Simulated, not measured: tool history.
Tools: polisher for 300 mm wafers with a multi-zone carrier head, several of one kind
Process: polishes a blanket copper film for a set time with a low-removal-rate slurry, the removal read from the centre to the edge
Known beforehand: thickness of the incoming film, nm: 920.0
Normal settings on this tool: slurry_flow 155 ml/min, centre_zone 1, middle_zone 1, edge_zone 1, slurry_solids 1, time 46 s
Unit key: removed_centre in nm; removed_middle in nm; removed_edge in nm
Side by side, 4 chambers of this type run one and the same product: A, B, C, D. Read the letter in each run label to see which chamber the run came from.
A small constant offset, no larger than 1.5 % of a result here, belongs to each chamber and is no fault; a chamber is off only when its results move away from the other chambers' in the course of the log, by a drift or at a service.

{"hour": 4.3, "done": "chamber B: worn pad replaced by a new one"}
{"run": "1A", "hour": 8.3, "slurry_flow": 155, "centre_zone": 1, "middle_zone": 1, "edge_zone": 1, "slurry_solids": 1, "time": 46, "removed_centre": 137.88, "removed_middle": 131.1, "removed_edge": 130.62}
{"run": "2D", "hour": 14.0, "slurry_flow": 155, "centre_zone": 1, "middle_zone": 1, "edge_zone": 1, "slurry_solids": 1, "time": 46, "removed_centre": 128.85, "removed_middle": 129.96, "removed_edge": 129.35}
{"run": "3C", "hour": 23.4, "slurry_flow": 155, "centre_zone": 1, "middle_zone": 1, "edge_zone": 1, "slurry_solids": 1, "time": 46, "removed_centre": 128.24, "removed_middle": 133.46, "removed_edge": 129.63}
{"run": "4B", "hour": 31.2, "slurry_flow": 155, "centre_zone": 1, "middle_zone": 1, "edge_zone": 1, "slurry_solids": 1, "time": 46, "removed_centre": 134.59, "removed_middle": 133.09, "removed_edge": 133.24}
{"run": "5D", "hour": 37.1, "slurry_flow": 180, "centre_zone": 1, "middle_zone": 1, "edge_zone": 1, "slurry_solids": 1.15, "time": 46, "removed_centre": 138.48, "removed_middle": 141.3, "removed_edge": 138.88}
{"hour": 37.7, "done": "chamber D: edge zone pressure recalibrated"}
{"run": "6B", "hour": 45.0, "slurry_flow": 180, "centre_zone": 1, "middle_zone": 1, "edge_zone": 1, "slurry_solids": 1.15, "time": 46, "removed_centre": 140.93, "removed_middle": 144.37, "removed_edge": 139.88}
{"hour": 50.9, "done": "chamber A: worn pad replaced by a new one"}
{"run": "7A", "hour": 53.7, "slurry_flow": 180, "centre_zone": 1, "middle_zone": 1, "edge_zone": 1, "slurry_solids": 1.15, "time": 46, "removed_centre": 142.98, "removed_middle": 140.8, "removed_edge": 141.36}
{"run": "8C", "hour": 60.7, "slurry_flow": 180, "centre_zone": 1, "middle_zone": 1, "edge_zone": 1, "slurry_solids": 1.15, "time": 46, "removed_centre": 139.82, "removed_middle": 138.97, "removed_edge": 138.2}
{"hour": 68.9, "done": "chamber A: centre zone pressure recalibrated"}
{"run": "9A", "hour": 69.7, "slurry_flow": 155, "centre_zone": 1, "middle_zone": 1, "edge_zone": 1, "slurry_solids": 1, "time": 46, "removed_centre": 135.96, "removed_middle": 134.9, "removed_edge": 133.3}
{"run": "10C", "hour": 80.5, "slurry_flow": 155, "centre_zone": 1, "middle_zone": 1, "edge_zone": 1, "slurry_solids": 1, "time": 46, "removed_centre": 134.77, "removed_middle": 135, "removed_edge": 131.2}
{"run": "11D", "hour": 87.8, "slurry_flow": 155, "centre_zone": 1, "middle_zone": 1, "edge_zone": 1, "slurry_solids": 1, "time": 46, "removed_centre": 134.14, "removed_middle": 133.63, "removed_edge": 133.08}
{"hour": 98.2, "done": "chamber B: worn pad replaced by a new one"}
{"run": "12B", "hour": 98.2, "slurry_flow": 155, "centre_zone": 1, "middle_zone": 1, "edge_zone": 1, "slurry_solids": 1, "time": 46, "removed_centre": 129.47, "removed_middle": 133.15, "removed_edge": 133.35}
{"run": "13B", "hour": 105.5, "slurry_flow": 155, "centre_zone": 1, "middle_zone": 1, "edge_zone": 1, "slurry_solids": 1, "time": 46, "removed_centre": 131.22, "removed_middle": 132.82, "removed_edge": 130.39}
{"hour": 109.2, "done": "chamber C: slurry nozzle cleaned"}
{"run": "14C", "hour": 115.6, "slurry_flow": 100, "centre_zone": 1, "middle_zone": 1, "edge_zone": 1.06, "slurry_solids": 1, "time": 46, "removed_centre": 118.66, "removed_middle": 120.85, "removed_edge": 127.38}
{"run": "15D", "hour": 121.3, "slurry_flow": 100, "centre_zone": 1, "middle_zone": 1, "edge_zone": 1.06, "slurry_solids": 1, "time": 46, "removed_centre": 115.69, "removed_middle": 116.93, "removed_edge": 126.53}
{"run": "16A", "hour": 133.9, "slurry_flow": 100, "centre_zone": 1, "middle_zone": 1, "edge_zone": 1.06, "slurry_solids": 1, "time": 46, "removed_centre": 118.98, "removed_middle": 119.13, "removed_edge": 128.11}
{"hour": 142.9, "done": "chamber D: worn pad replaced by a new one"}
{"run": "17B", "hour": 146.0, "slurry_flow": 100, "centre_zone": 1, "middle_zone": 1, "edge_zone": 1.06, "slurry_solids": 1, "time": 46, "removed_centre": 119.48, "removed_middle": 120.4, "removed_edge": 127.29}
{"run": "18C", "hour": 155.4, "slurry_flow": 155, "centre_zone": 1, "middle_zone": 1, "edge_zone": 1, "slurry_solids": 1, "time": 46, "removed_centre": 129.39, "removed_middle": 129.1, "removed_edge": 128.42}
{"run": "19A", "hour": 161.3, "slurry_flow": 155, "centre_zone": 1, "middle_zone": 1, "edge_zone": 1, "slurry_solids": 1, "time": 46, "removed_centre": 131.7, "removed_middle": 136.08, "removed_edge": 132.5}
{"hour": 165.1, "done": "chamber D: slurry nozzle cleaned"}
{"hour": 168.9, "done": "chamber B: centre zone pressure recalibrated"}
{"run": "20D", "hour": 171.6, "slurry_flow": 155, "centre_zone": 1, "middle_zone": 1, "edge_zone": 1, "slurry_solids": 1, "time": 46, "removed_centre": 132, "removed_middle": 132.04, "removed_edge": 132.02}
{"run": "21B", "hour": 183.2, "slurry_flow": 200, "centre_zone": 1, "middle_zone": 1, "edge_zone": 1, "slurry_solids": 1, "time": 46, "removed_centre": 142.12, "removed_middle": 142.4, "removed_edge": 137.78}
{"hour": 183.3, "done": "chamber A: worn pad replaced by a new one"}
{"hour": 188.1, "done": "chamber B: worn pad replaced by a new one"}
{"run": "22C", "hour": 195.9, "slurry_flow": 200, "centre_zone": 1, "middle_zone": 1, "edge_zone": 1, "slurry_solids": 1, "time": 46, "removed_centre": 135.71, "removed_middle": 137.36, "removed_edge": 134.72}
{"run": "23A", "hour": 205.3, "slurry_flow": 200, "centre_zone": 1, "middle_zone": 1, "edge_zone": 1, "slurry_solids": 1, "time": 46, "removed_centre": 141.47, "removed_middle": 140.68, "removed_edge": 134.44}
{"hour": 207.6, "done": "chamber C: centre zone pressure recalibrated"}
{"run": "24D", "hour": 216.5, "slurry_flow": 200, "centre_zone": 1, "middle_zone": 1, "edge_zone": 1, "slurry_solids": 1, "time": 46, "removed_centre": 136.39, "removed_middle": 138.98, "removed_edge": 137.66}
{"run": "25A", "hour": 223.7, "slurry_flow": 155, "centre_zone": 1, "middle_zone": 1, "edge_zone": 1, "slurry_solids": 1, "time": 46, "removed_centre": 135.76, "removed_middle": 133.59, "removed_edge": 133.2}
{"run": "26B", "hour": 233.0, "slurry_flow": 155, "centre_zone": 1, "middle_zone": 1, "edge_zone": 1, "slurry_solids": 1, "time": 46, "removed_centre": 135.5, "removed_middle": 129.25, "removed_edge": 133.74}
{"run": "27C", "hour": 243.7, "slurry_flow": 135, "centre_zone": 1, "middle_zone": 1, "edge_zone": 1, "slurry_solids": 1, "time": 53, "removed_centre": 142.4, "removed_middle": 139, "removed_edge": 143.46}
{"run": "28D", "hour": 249.3, "slurry_flow": 135, "centre_zone": 1, "middle_zone": 1, "edge_zone": 1, "slurry_solids": 1, "time": 53, "removed_centre": 149.56, "removed_middle": 148.48, "removed_edge": 148.53}
{"run": "29D", "hour": 260.5, "slurry_flow": 135, "centre_zone": 1, "middle_zone": 1, "edge_zone": 1, "slurry_solids": 1, "time": 53, "removed_centre": 147.64, "removed_middle": 148.59, "removed_edge": 148.03}
{"run": "30A", "hour": 268.6, "slurry_flow": 135, "centre_zone": 1, "middle_zone": 1, "edge_zone": 1, "slurry_solids": 1, "time": 53, "removed_centre": 148.74, "removed_middle": 150.53, "removed_edge": 147.56}
{"hour": 275.8, "done": "chamber B: worn pad replaced by a new one"}
{"run": "31C", "hour": 280.8, "slurry_flow": 155, "centre_zone": 1, "middle_zone": 1, "edge_zone": 1, "slurry_solids": 1, "time": 46, "removed_centre": 124.79, "removed_middle": 124.21, "removed_edge": 121.63}
{"run": "32B", "hour": 287.8, "slurry_flow": 155, "centre_zone": 1, "middle_zone": 1, "edge_zone": 1, "slurry_solids": 1.25, "time": 46, "removed_centre": 138.25, "removed_middle": 140.4, "removed_edge": 140.95}
{"run": "33C", "hour": 298.8, "slurry_flow": 155, "centre_zone": 1, "middle_zone": 1, "edge_zone": 1, "slurry_solids": 1.25, "time": 46, "removed_centre": 130.57, "removed_middle": 130.48, "removed_edge": 128.12}
{"run": "34B", "hour": 304.6, "slurry_flow": 155, "centre_zone": 1, "middle_zone": 1, "edge_zone": 1, "slurry_solids": 1.25, "time": 46, "removed_centre": 137.57, "removed_middle": 143.07, "removed_edge": 138.73}
{"hour": 306.9, "done": "chamber A: worn pad replaced by a new one"}
{"run": "35D", "hour": 315.7, "slurry_flow": 155, "centre_zone": 1, "middle_zone": 1, "edge_zone": 1, "slurry_solids": 1.25, "time": 46, "removed_centre": 136.6, "removed_middle": 139.29, "removed_edge": 135.7}
{"run": "36A", "hour": 325.8, "slurry_flow": 155, "centre_zone": 1, "middle_zone": 1, "edge_zone": 1, "slurry_solids": 1, "time": 46, "removed_centre": 134.86, "removed_middle": 133.93, "removed_edge": 130.01}
{"hour": 330.0, "done": "chamber A: slurry nozzle cleaned"}
{"run": "37C", "hour": 335.8, "slurry_flow": 155, "centre_zone": 1, "middle_zone": 1, "edge_zone": 1, "slurry_solids": 1, "time": 46, "removed_centre": 124.36, "removed_middle": 123.16, "removed_edge": 121.04}
{"run": "38A", "hour": 345.1, "slurry_flow": 155, "centre_zone": 1, "middle_zone": 1, "edge_zone": 1, "slurry_solids": 1, "time": 46, "removed_centre": 129.45, "removed_middle": 134.19, "removed_edge": 131.16}
{"run": "39B", "hour": 355.9, "slurry_flow": 155, "centre_zone": 1, "middle_zone": 1, "edge_zone": 1, "slurry_solids": 1, "time": 46, "removed_centre": 133.38, "removed_middle": 131.42, "removed_edge": 134.67}

All chambers now run identical settings, listed one chamber a line with results as question marks. What results will each chamber show?
{"run": "40A", "hour": 365.0, "slurry_flow": 155, "centre_zone": 0.89, "middle_zone": 1, "edge_zone": 1, "slurry_solids": 1, "time": 46, "removed_centre": "?", "removed_middle": "?", "removed_edge": "?"}
{"run": "40B", "hour": 365.0, "slurry_flow": 155, "centre_zone": 0.89, "middle_zone": 1, "edge_zone": 1, "slurry_solids": 1, "time": 46, "removed_centre": "?", "removed_middle": "?", "removed_edge": "?"}
{"run": "40C", "hour": 365.0, "slurry_flow": 155, "centre_zone": 0.89, "middle_zone": 1, "edge_zone": 1, "slurry_solids": 1, "time": 46, "removed_centre": "?", "removed_middle": "?", "removed_edge": "?"}
{"run": "40D", "hour": 365.0, "slurry_flow": 155, "centre_zone": 0.89, "middle_zone": 1, "edge_zone": 1, "slurry_solids": 1, "time": 46, "removed_centre": "?", "removed_middle": "?", "removed_edge": "?"}

run=40A removed_centre=119.59 removed_middle=133.92 removed_edge=132.94
run=40B removed_centre=116.57 removed_middle=133.17 removed_edge=132.95
run=40C removed_centre=103.37 removed_middle=120.55 removed_edge=118.16
run=40D removed_centre=115.1 removed_middle=132.13 removed_edge=131.9

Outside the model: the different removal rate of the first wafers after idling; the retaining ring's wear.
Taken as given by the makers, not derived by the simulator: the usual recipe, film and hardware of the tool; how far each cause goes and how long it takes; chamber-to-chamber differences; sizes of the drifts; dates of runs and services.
